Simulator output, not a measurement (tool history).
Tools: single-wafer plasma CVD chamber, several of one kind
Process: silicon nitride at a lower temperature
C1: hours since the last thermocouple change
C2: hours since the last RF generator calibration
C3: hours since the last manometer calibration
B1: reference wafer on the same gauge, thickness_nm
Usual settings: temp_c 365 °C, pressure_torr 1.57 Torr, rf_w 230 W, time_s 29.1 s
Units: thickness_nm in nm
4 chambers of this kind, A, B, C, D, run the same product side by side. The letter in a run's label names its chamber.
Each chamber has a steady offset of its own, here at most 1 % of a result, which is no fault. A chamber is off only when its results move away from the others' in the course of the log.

Run 1B, hour 5.6: usual settings; C1 1554.7; C2 1544; C3 1228.6; B1 22.701. Result: thickness_nm 27.986 nm.
Run 2C, hour 10.8: usual settings; C1 547; C2 710.1; C3 391.6; B1 22.706. Result: thickness_nm 28.03 nm.
Run 3A, hour 18.2: usual settings; C1 853.1; C2 759.9; C3 831.9; B1 22.704. Result: thickness_nm 27.992 nm.
Run 4D, hour 24.5: usual settings; C1 840; C2 968.8; C3 327.9; B1 22.719. Result: thickness_nm 28.065 nm.
Run 5A, hour 30.8: usual settings; C1 865.7; C2 772.5; C3 844.5; B1 22.724. Result: thickness_nm 27.956 nm.
Run 6D, hour 35.6: usual settings; C1 851.1; C2 979.9; C3 339; B1 22.723. Result: thickness_nm 28.032 nm.
Run 7B, hour 40.9: usual settings; C1 1590; C2 1579.3; C3 1263.9; B1 22.723. Result: thickness_nm 28.045 nm.
Run 8C, hour 47.4: usual settings; C1 583.6; C2 746.7; C3 428.2; B1 22.723. Result: thickness_nm 28.07 nm.
Run 9D, hour 52.3: usual settings; C1 867.8; C2 996.6; C3 355.7; B1 22.741. Result: thickness_nm 28.088 nm.
Run 10C, hour 58.2: usual settings; C1 594.4; C2 757.5; C3 439; B1 22.735. Result: thickness_nm 28.072 nm.
Run 11A, hour 64.9: usual settings; C1 899.8; C2 806.6; C3 878.6; B1 22.73. Result: thickness_nm 27.976 nm.
At hour 67: chamber B: RF generator calibrated.
Run 12B, hour 69.8: usual settings; C1 1618.9; C2 2.9; C3 1292.8; B1 22.748. Result: thickness_nm 27.998 nm.
Run 13C, hour 73.9: usual settings; C1 610.1; C2 773.2; C3 454.7; B1 22.747. Result: thickness_nm 28.087 nm.
Run 14A, hour 80.6: usual settings; C1 915.5; C2 822.3; C3 894.3; B1 22.753. Result: thickness_nm 28.032 nm.
Run 15B, hour 87.9: usual settings but pressure_torr 1.95 Torr, time_s 26.4 s; C1 1637; C2 21; C3 1310.9; B1 22.76. Result: thickness_nm 27.105 nm.
Run 16D, hour 91.7: usual settings but pressure_torr 1.95 Torr, time_s 26.4 s; C1 907.2; C2 1036; C3 395.1; B1 22.762. Result: thickness_nm 27.05 nm.
Run 17A, hour 98.3: usual settings but pressure_torr 1.95 Torr, time_s 26.4 s; C1 933.2; C2 840; C3 912; B1 22.767. Result: thickness_nm 27.002 nm.
Run 18B, hour 104.8: usual settings but pressure_torr 1.95 Torr, time_s 26.4 s; C1 1653.9; C2 37.9; C3 1327.8; B1 22.772. Result: thickness_nm 27.016 nm.
Run 19D, hour 112.8: usual settings; C1 928.3; C2 1057.1; C3 416.2; B1 22.768. Result: thickness_nm 28.128 nm.
Run 20C, hour 118.8: usual settings; C1 655; C2 818.1; C3 499.6; B1 22.773. Result: thickness_nm 28.143 nm.
Run 21D, hour 123.7: usual settings; C1 939.2; C2 1068; C3 427.1; B1 22.781. Result: thickness_nm 28.122 nm.
Run 22A, hour 129.7: usual settings; C1 964.6; C2 871.4; C3 943.4; B1 22.785. Result: thickness_nm 28.025 nm.
Run 23B, hour 137.7: usual settings; C1 1686.8; C2 70.8; C3 1360.7; B1 22.79. Result: thickness_nm 28.117 nm.
Run 24C, hour 141.3: usual settings but rf_w 190 W; C1 677.5; C2 840.6; C3 522.1; B1 22.793. Result: thickness_nm 24.331 nm.
At hour 143.5: chamber B: capacitance manometer re-zeroed and calibrated.
Run 25D, hour 145.6: usual settings but rf_w 190 W; C1 961.1; C2 1089.9; C3 449; B1 22.799. Result: thickness_nm 24.466 nm.
Run 26C, hour 151: usual settings but rf_w 190 W; C1 687.2; C2 850.3; C3 531.8; B1 22.798. Result: thickness_nm 24.418 nm.
Run 27A, hour 154.7: usual settings but rf_w 190 W; C1 989.6; C2 896.4; C3 968.4; B1 22.802. Result: thickness_nm 24.233 nm.
Run 28B, hour 158.6: usual settings; C1 1707.7; C2 91.7; C3 15.2; B1 22.806. Result: thickness_nm 28.124 nm.
At hour 162.6: chamber B: thermocouple changed; heater temperature recalibrated.
Run 29D, hour 165.7: usual settings; C1 981.2; C2 1110; C3 469.1; B1 22.803. Result: thickness_nm 28.114 nm.
Run 30C, hour 169.4: usual settings; C1 705.6; C2 868.7; C3 550.2; B1 22.807. Result: thickness_nm 28.223 nm.
Run 31A, hour 173.5: usual settings but pressure_torr 1.73 Torr; C1 1008.4; C2 915.2; C3 987.2; B1 22.822. Result: thickness_nm 28.852 nm.
Run 32B, hour 180.4: usual settings but pressure_torr 1.73 Torr; C1 17.9; C2 113.5; C3 37; B1 22.821. Result: thickness_nm 28.885 nm.
Run 33D, hour 184.3: usual settings but pressure_torr 1.73 Torr; C1 999.8; C2 1128.6; C3 487.7; B1 22.815. Result: thickness_nm 28.931 nm.
Run 34A, hour 192.3: usual settings but pressure_torr 1.73 Torr; C1 1027.2; C2 934; C3 1006; B1 22.827. Result: thickness_nm 28.829 nm.

All 4 chambers run these settings next. Forecast each chamber's results:
Run 35A, hour 198.1: usual settings. Result: thickness_nm ?.
Run 35B, hour 198.1: usual settings. Result: thickness_nm ?.
Run 35C, hour 198.1: usual settings. Result: thickness_nm ?.
Run 35D, hour 198.1: usual settings. Result: thickness_nm ?.

run  thickness_nm
35A        28.061
35B         28.15
35C        28.199
35D        28.176
